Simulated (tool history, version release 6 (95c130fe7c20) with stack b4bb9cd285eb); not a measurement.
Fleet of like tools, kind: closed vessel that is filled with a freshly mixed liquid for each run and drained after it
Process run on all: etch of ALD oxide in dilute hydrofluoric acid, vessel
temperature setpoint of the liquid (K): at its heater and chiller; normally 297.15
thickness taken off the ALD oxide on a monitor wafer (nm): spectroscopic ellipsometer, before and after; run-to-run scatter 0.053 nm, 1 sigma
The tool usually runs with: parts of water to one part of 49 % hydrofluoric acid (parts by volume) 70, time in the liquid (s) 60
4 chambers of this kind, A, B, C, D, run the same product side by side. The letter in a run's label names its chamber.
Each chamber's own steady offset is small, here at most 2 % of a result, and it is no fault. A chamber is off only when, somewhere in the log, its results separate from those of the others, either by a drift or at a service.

run,hour,temperature setpoint of the liquid (K),parts of water to one part of 49 % hydrofluoric acid (parts by volume),time in the liquid (s),"read-back film thickness of the ALD oxide reference wafer, read on the same gauge (nm)",thickness taken off the ALD oxide on a monitor wafer (nm)
# hour 2.1: chamber A: hydrofluoric acid flow meter replaced
1C,6,297.15,70,60,150,11.281
2B,13.6,297.15,70,60,150,11.173
# hour 16.8: chamber D: hydrofluoric acid flow meter replaced
3A,17.3,297.15,70,60,150.02,11.213
4D,25.2,297.15,70,60,150,10.857
5D,30.2,297.15,70,60,149.97,10.932
6A,37.6,297.15,70,60,150.01,11.212
7B,42.7,297.15,70,60,149.98,11.171
8C,50.8,297.15,70,60,150.01,11.156
9B,54.8,297.15,70,60,149.94,11.127
10C,61,297.15,70,60,150,11.201
11D,67.8,297.15,70,60,150.03,10.955
12A,73.1,297.15,70,60,150.04,11.151
13D,78.7,297.15,70,60,150.02,10.876
14C,84.6,297.15,40,90,150,29.939
15B,90.8,297.15,40,90,150.02,30.374
16A,94.4,297.15,40,90,149.98,30.3
17A,100.7,297.15,40,90,149.99,30.687
18B,108.5,297.15,70,60,150.01,11.15
19D,112.6,299.15,70,30,149.99,5.9238
# hour 114.9: chamber B: hydrofluoric acid flow meter replaced
20C,119.5,299.15,70,30,150.02,5.8523
21C,126.8,299.15,70,30,150,5.7866
22D,131.1,299.15,70,30,150.02,5.9414
23A,135,297.15,70,60,149.98,11.088
24B,139.3,300.15,70,30,149.97,6.2547
25B,145.8,300.15,70,30,150.02,6.2674

Next, every chamber runs the same settings. What will each give?
26A,151.6,301.15,70,60,,?
26B,151.6,301.15,70,60,,?
26C,151.6,301.15,70,60,,?
26D,151.6,301.15,70,60,,?

run,thickness taken off the ALD oxide on a monitor wafer (nm)
26A,13.152
26B,13.144
26C,12.385
26D,12.79
